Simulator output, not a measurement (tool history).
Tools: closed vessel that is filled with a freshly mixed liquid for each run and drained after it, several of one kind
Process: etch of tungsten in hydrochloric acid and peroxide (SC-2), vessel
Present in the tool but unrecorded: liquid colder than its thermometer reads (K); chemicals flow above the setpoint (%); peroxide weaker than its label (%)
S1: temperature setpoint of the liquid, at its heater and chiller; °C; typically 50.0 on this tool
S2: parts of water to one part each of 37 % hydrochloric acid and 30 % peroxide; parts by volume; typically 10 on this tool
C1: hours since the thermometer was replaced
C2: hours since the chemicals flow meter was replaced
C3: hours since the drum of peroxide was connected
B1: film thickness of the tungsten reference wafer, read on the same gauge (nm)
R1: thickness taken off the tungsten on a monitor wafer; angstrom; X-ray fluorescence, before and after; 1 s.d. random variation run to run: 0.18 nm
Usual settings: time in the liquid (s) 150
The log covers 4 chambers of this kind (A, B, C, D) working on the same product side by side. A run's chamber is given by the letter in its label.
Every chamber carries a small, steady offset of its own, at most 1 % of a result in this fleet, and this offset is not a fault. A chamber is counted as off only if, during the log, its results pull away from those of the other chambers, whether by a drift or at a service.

{"run": "1A", "hour": 11.2, "S1": 50.0, "S2": 10, "time in the liquid (s)": 150, "C1": 1882.2, "C2": 12.2, "C3": 101.4, "B1": 39.99, "R1": 236.34}
{"run": "2D", "hour": 17.3, "S1": 50.0, "S2": 10, "time in the liquid (s)": 150, "C1": 658.2, "C2": 111.0, "C3": 306.7, "B1": 39.973, "R1": 235.0}
{"run": "3B", "hour": 25.2, "S1": 50.0, "S2": 10, "time in the liquid (s)": 150, "C1": 335.0, "C2": 1160.0, "C3": 646.8, "B1": 39.989, "R1": 234.51}
{"run": "4C", "hour": 35.5, "S1": 50.0, "S2": 10, "time in the liquid (s)": 150, "C1": 931.7, "C2": 242.1, "C3": 327.9, "B1": 40.003, "R1": 232.47}
{"run": "5C", "hour": 46.8, "S1": 50.0, "S2": 10, "time in the liquid (s)": 150, "C1": 943.0, "C2": 253.4, "C3": 339.2, "B1": 40.009, "R1": 235.19}
{"run": "6D", "hour": 56.8, "S1": 50.0, "S2": 10, "time in the liquid (s)": 150, "C1": 697.7, "C2": 150.5, "C3": 346.2, "B1": 39.964, "R1": 236.35}
{"run": "7B", "hour": 67.1, "S1": 50.0, "S2": 10, "time in the liquid (s)": 185, "C1": 376.9, "C2": 1201.9, "C3": 688.7, "B1": 39.976, "R1": 292.7}
{"run": "8A", "hour": 74.0, "S1": 50.0, "S2": 10, "time in the liquid (s)": 185, "C1": 1945.0, "C2": 75.0, "C3": 164.2, "B1": 40.001, "R1": 287.77}
{"run": "9D", "hour": 82.9, "S1": 50.0, "S2": 10, "time in the liquid (s)": 185, "C1": 723.8, "C2": 176.6, "C3": 372.3, "B1": 40.001, "R1": 288.61}
{"run": "10C", "hour": 91.2, "S1": 50.0, "S2": 10, "time in the liquid (s)": 185, "C1": 987.4, "C2": 297.8, "C3": 383.6, "B1": 40.028, "R1": 290.74}
{"run": "11B", "hour": 103.1, "S1": 50.0, "S2": 10, "time in the liquid (s)": 185, "C1": 412.9, "C2": 1237.9, "C3": 724.7, "B1": 39.968, "R1": 290.32}
{"run": "12A", "hour": 112.7, "S1": 50.0, "S2": 10, "time in the liquid (s)": 185, "C1": 1983.7, "C2": 113.7, "C3": 202.9, "B1": 40.03, "R1": 280.21}
{"run": "13D", "hour": 119.3, "S1": 50.0, "S2": 10, "time in the liquid (s)": 185, "C1": 760.2, "C2": 213.0, "C3": 408.7, "B1": 39.953, "R1": 289.09}
{"run": "14C", "hour": 127.2, "S1": 50.0, "S2": 10, "time in the liquid (s)": 185, "C1": 1023.4, "C2": 333.8, "C3": 419.6, "B1": 39.947, "R1": 293.75}
{"run": "15B", "hour": 137.2, "S1": 50.0, "S2": 10, "time in the liquid (s)": 110, "C1": 447.0, "C2": 1272.0, "C3": 758.8, "B1": 39.978, "R1": 169.55}
{"run": "16A", "hour": 145.0, "S1": 50.0, "S2": 10, "time in the liquid (s)": 110, "C1": 2016.0, "C2": 146.0, "C3": 235.2, "B1": 39.981, "R1": 166.12}
{"run": "17A", "hour": 154.6, "S1": 50.0, "S2": 10, "time in the liquid (s)": 110, "C1": 2025.6, "C2": 155.6, "C3": 244.8, "B1": 40.026, "R1": 166.31}
{"run": "18C", "hour": 162.5, "S1": 50.0, "S2": 10, "time in the liquid (s)": 110, "C1": 1058.7, "C2": 369.1, "C3": 454.9, "B1": 40.014, "R1": 172.98}
{"run": "19B", "hour": 172.2, "S1": 59.5, "S2": 10, "time in the liquid (s)": 150, "C1": 482.0, "C2": 1307.0, "C3": 793.8, "B1": 40.035, "R1": 427.45}
{"run": "20D", "hour": 180.3, "S1": 59.5, "S2": 10, "time in the liquid (s)": 150, "C1": 821.2, "C2": 274.0, "C3": 469.7, "B1": 39.941, "R1": 430.79}
{"run": "21A", "hour": 189.1, "S1": 59.5, "S2": 10, "time in the liquid (s)": 150, "C1": 2060.1, "C2": 190.1, "C3": 279.3, "B1": 40.019, "R1": 417.4}
{"run": "22C", "hour": 195.8, "S1": 59.5, "S2": 10, "time in the liquid (s)": 150, "C1": 1092.0, "C2": 402.4, "C3": 488.2, "B1": 39.984, "R1": 436.75}
{"run": "23B", "hour": 204.6, "S1": 50.0, "S2": 6, "time in the liquid (s)": 70, "C1": 514.4, "C2": 1339.4, "C3": 826.2, "B1": 39.998, "R1": 164.24}
{"run": "24D", "hour": 213.0, "S1": 50.0, "S2": 6, "time in the liquid (s)": 70, "C1": 853.9, "C2": 306.7, "C3": 502.4, "B1": 39.975, "R1": 161.49}
{"run": "25B", "hour": 221.4, "S1": 50.0, "S2": 6, "time in the liquid (s)": 70, "C1": 531.2, "C2": 1356.2, "C3": 843.0, "B1": 40.027, "R1": 165.67}
{"run": "26D", "hour": 227.4, "S1": 50.0, "S2": 6, "time in the liquid (s)": 70, "C1": 868.3, "C2": 321.1, "C3": 516.8, "B1": 40.017, "R1": 162.11}
{"run": "27C", "hour": 235.7, "S1": 50.0, "S2": 13, "time in the liquid (s)": 150, "C1": 1131.9, "C2": 442.3, "C3": 528.1, "B1": 39.994, "R1": 186.57}
{"run": "28A", "hour": 246.7, "S1": 50.0, "S2": 13, "time in the liquid (s)": 150, "C1": 2117.7, "C2": 247.7, "C3": 336.9, "B1": 40.017, "R1": 179.42}
{"run": "29C", "hour": 255.7, "S1": 50.0, "S2": 13, "time in the liquid (s)": 150, "C1": 1151.9, "C2": 462.3, "C3": 548.1, "B1": 40.001, "R1": 188.56}
{"run": "30B", "hour": 261.1, "S1": 50.0, "S2": 13, "time in the liquid (s)": 150, "C1": 570.9, "C2": 1395.9, "C3": 882.7, "B1": 39.962, "R1": 188.79}
{"run": "31D", "hour": 271.9, "S1": 50.0, "S2": 10, "time in the liquid (s)": 150, "C1": 912.8, "C2": 365.6, "C3": 561.3, "B1": 40.021, "R1": 235.06}
{"run": "32A", "hour": 283.9, "S1": 47.0, "S2": 10, "time in the liquid (s)": 95, "C1": 2154.9, "C2": 284.9, "C3": 374.1, "B1": 39.995, "R1": 113.94}
{"run": "33A", "hour": 294.1, "S1": 47.0, "S2": 10, "time in the liquid (s)": 95, "C1": 2165.1, "C2": 295.1, "C3": 384.3, "B1": 39.947, "R1": 114.53}
{"run": "34B", "hour": 304.5, "S1": 47.0, "S2": 10, "time in the liquid (s)": 95, "C1": 614.3, "C2": 1439.3, "C3": 926.1, "B1": 40.005, "R1": 121.85}

Has any chamber moved away from the others, gradually or after a service, or does the common gauge drift, or do the chambers differ only by their own small steady offsets? State the chamber and the most likely cause if one applies.

Chamber A drifts away from the others.
What lies behind it: peroxide weaker than its label (%) = 6.7.
It could be hard to tell apart here from: liquid colder than its thermometer reads (K); chemicals flow below the setpoint (%).

Below are 4 candidate recipes for chamber A's next run, each the usual settings with a change, their results shown as question marks. Which of them brings A's results back in line with what the other chambers give on the usual settings?
Maximum distance from the other chambers' mean on the usual settings for a result to count as in line: R1 6.30 angstrom
{"run": "35A-1", "hour": 313.2, "S1": 50.0, "S2": 10.0, "time in the liquid (s)": 135, "R1": "?"}
{"run": "35A-2", "hour": 313.2, "S1": 51.0, "S2": 9.5, "time in the liquid (s)": 150, "R1": "?"}
{"run": "35A-3", "hour": 313.2, "S1": 49.0, "S2": 10.0, "time in the liquid (s)": 150, "R1": "?"}
{"run": "35A-4", "hour": 313.2, "S1": 50.5, "S2": 10.0, "time in the liquid (s)": 155, "R1": "?"}

Usual-settings mean across the other chambers: R1 234.17 angstrom
run=35A-1 R1=197.75
run=35A-2 R1=245.26
run=35A-3 R1=205.23
run=35A-4 R1=234.74
The right change is 35A-4: it brings the chamber back within the allowed miss of the others.
